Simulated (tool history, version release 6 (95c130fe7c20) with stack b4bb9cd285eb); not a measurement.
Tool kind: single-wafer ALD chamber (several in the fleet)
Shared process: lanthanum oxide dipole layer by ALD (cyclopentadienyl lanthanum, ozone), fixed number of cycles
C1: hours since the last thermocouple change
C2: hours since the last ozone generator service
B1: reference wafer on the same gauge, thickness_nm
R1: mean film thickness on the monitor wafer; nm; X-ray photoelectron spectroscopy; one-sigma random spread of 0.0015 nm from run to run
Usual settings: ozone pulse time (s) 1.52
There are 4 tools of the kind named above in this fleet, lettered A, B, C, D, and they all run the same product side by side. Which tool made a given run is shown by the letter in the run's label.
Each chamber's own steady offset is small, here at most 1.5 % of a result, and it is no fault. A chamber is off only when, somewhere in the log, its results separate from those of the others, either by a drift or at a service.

{"run": "1B", "hour": 10.6, "ozone pulse time (s)": 1.52, "C1": 868.6, "C2": 886.3, "B1": 0.64213, "R1": 0.55688}
{"run": "2D", "hour": 22.8, "ozone pulse time (s)": 1.52, "C1": 83, "C2": 961.8, "B1": 0.64195, "R1": 0.54722}
{"run": "3A", "hour": 32.3, "ozone pulse time (s)": 1.52, "C1": 618.6, "C2": 434.2, "B1": 0.64205, "R1": 0.54294}
{"run": "4C", "hour": 42.0, "ozone pulse time (s)": 1.52, "C1": 1162.9, "C2": 651, "B1": 0.64194, "R1": 0.5484}
{"run": "5D", "hour": 52.6, "ozone pulse time (s)": 1.52, "C1": 112.8, "C2": 991.6, "B1": 0.64196, "R1": 0.54603}
{"run": "6B", "hour": 62.3, "ozone pulse time (s)": 1.09, "C1": 920.3, "C2": 938, "B1": 0.64246, "R1": 0.51763}
{"run": "7C", "hour": 77.7, "ozone pulse time (s)": 1.09, "C1": 1198.6, "C2": 686.7, "B1": 0.64221, "R1": 0.51223}
{"run": "8A", "hour": 85.9, "ozone pulse time (s)": 1.09, "C1": 672.2, "C2": 487.8, "B1": 0.64213, "R1": 0.50892}
{"run": "9B", "hour": 99.3, "ozone pulse time (s)": 1.09, "C1": 957.3, "C2": 975, "B1": 0.64194, "R1": 0.51763}
{"run": "10C", "hour": 107.8, "ozone pulse time (s)": 1.52, "C1": 1228.7, "C2": 716.8, "B1": 0.64179, "R1": 0.5489}
{"run": "11A", "hour": 117.0, "ozone pulse time (s)": 1.52, "C1": 703.3, "C2": 518.9, "B1": 0.64204, "R1": 0.5424}
{"hour": 125.4, "done": "chamber C: ozone generator serviced"}
{"run": "12D", "hour": 130.2, "ozone pulse time (s)": 1.52, "C1": 190.4, "C2": 1069.2, "B1": 0.64202, "R1": 0.55113}
{"run": "13D", "hour": 145.8, "ozone pulse time (s)": 1.52, "C1": 206, "C2": 1084.8, "B1": 0.64207, "R1": 0.54674}
{"run": "14A", "hour": 153.2, "ozone pulse time (s)": 1.52, "C1": 739.5, "C2": 555.1, "B1": 0.64247, "R1": 0.54212}
{"run": "15B", "hour": 160.9, "ozone pulse time (s)": 2.02, "C1": 1018.9, "C2": 1036.6, "B1": 0.64252, "R1": 0.57525}
{"run": "16C", "hour": 172.1, "ozone pulse time (s)": 2.02, "C1": 1293, "C2": 46.8, "B1": 0.64209, "R1": 0.56695}
{"run": "17C", "hour": 181.9, "ozone pulse time (s)": 2.02, "C1": 1302.8, "C2": 56.6, "B1": 0.64171, "R1": 0.56595}
{"hour": 186.8, "done": "chamber D: ozone generator serviced"}
{"run": "18A", "hour": 191.6, "ozone pulse time (s)": 2.02, "C1": 777.9, "C2": 593.5, "B1": 0.64154, "R1": 0.56155}
{"run": "19D", "hour": 200.0, "ozone pulse time (s)": 1.52, "C1": 260.2, "C2": 13.3, "B1": 0.6417, "R1": 0.54912}
{"run": "20B", "hour": 208.1, "ozone pulse time (s)": 1.52, "C1": 1066.1, "C2": 1083.8, "B1": 0.64197, "R1": 0.55641}
{"run": "21A", "hour": 217.7, "ozone pulse time (s)": 1.52, "C1": 804, "C2": 619.6, "B1": 0.64203, "R1": 0.54623}
{"hour": 220.6, "done": "chamber B: ozone generator serviced"}
{"run": "22D", "hour": 233.3, "ozone pulse time (s)": 1.52, "C1": 293.5, "C2": 46.6, "B1": 0.64179, "R1": 0.54682}
{"run": "23C", "hour": 248.1, "ozone pulse time (s)": 1.52, "C1": 1369, "C2": 122.8, "B1": 0.64205, "R1": 0.55037}
{"run": "24B", "hour": 259.2, "ozone pulse time (s)": 1.52, "C1": 1117.2, "C2": 38.7, "B1": 0.64158, "R1": 0.55549}
{"run": "25D", "hour": 272.9, "ozone pulse time (s)": 1.52, "C1": 333.1, "C2": 86.2, "B1": 0.64172, "R1": 0.54647}
{"run": "26C", "hour": 281.8, "ozone pulse time (s)": 1.52, "C1": 1402.7, "C2": 156.5, "B1": 0.6419, "R1": 0.5504}
{"run": "27A", "hour": 293.5, "ozone pulse time (s)": 1.52, "C1": 879.8, "C2": 695.4, "B1": 0.64206, "R1": 0.54529}
{"run": "28B", "hour": 301.5, "ozone pulse time (s)": 1.52, "C1": 1159.5, "C2": 81, "B1": 0.64152, "R1": 0.55431}
{"run": "29A", "hour": 313.3, "ozone pulse time (s)": 1.52, "C1": 899.6, "C2": 715.2, "B1": 0.64211, "R1": 0.54601}
{"run": "30D", "hour": 320.5, "ozone pulse time (s)": 1.52, "C1": 380.7, "C2": 133.8, "B1": 0.64212, "R1": 0.54778}
{"run": "31B", "hour": 330.3, "ozone pulse time (s)": 1.52, "C1": 1188.3, "C2": 109.8, "B1": 0.64206, "R1": 0.55432}
{"run": "32C", "hour": 337.8, "ozone pulse time (s)": 1.52, "C1": 1458.7, "C2": 212.5, "B1": 0.64215, "R1": 0.54643}
{"run": "33B", "hour": 347.0, "ozone pulse time (s)": 1.52, "C1": 1205, "C2": 126.5, "B1": 0.64226, "R1": 0.55663}
{"run": "34A", "hour": 356.3, "ozone pulse time (s)": 1.52, "C1": 942.6, "C2": 758.2, "B1": 0.64237, "R1": 0.54367}
{"run": "35D", "hour": 371.8, "ozone pulse time (s)": 0.99, "C1": 432, "C2": 185.1, "B1": 0.64187, "R1": 0.49469}
{"run": "36C", "hour": 380.7, "ozone pulse time (s)": 0.99, "C1": 1501.6, "C2": 255.4, "B1": 0.64221, "R1": 0.49689}

For the next run the whole fleet of 4 chambers uses the same settings. Give each chamber's results:
{"run": "37A", "hour": 392.1, "ozone pulse time (s)": 1.91, "R1": "?"}
{"run": "37B", "hour": 392.1, "ozone pulse time (s)": 1.91, "R1": "?"}
{"run": "37C", "hour": 392.1, "ozone pulse time (s)": 1.91, "R1": "?"}
{"run": "37D", "hour": 392.1, "ozone pulse time (s)": 1.91, "R1": "?"}

run=37A R1=0.55872
run=37B R1=0.57096
run=37C R1=0.56501
run=37D R1=0.5633

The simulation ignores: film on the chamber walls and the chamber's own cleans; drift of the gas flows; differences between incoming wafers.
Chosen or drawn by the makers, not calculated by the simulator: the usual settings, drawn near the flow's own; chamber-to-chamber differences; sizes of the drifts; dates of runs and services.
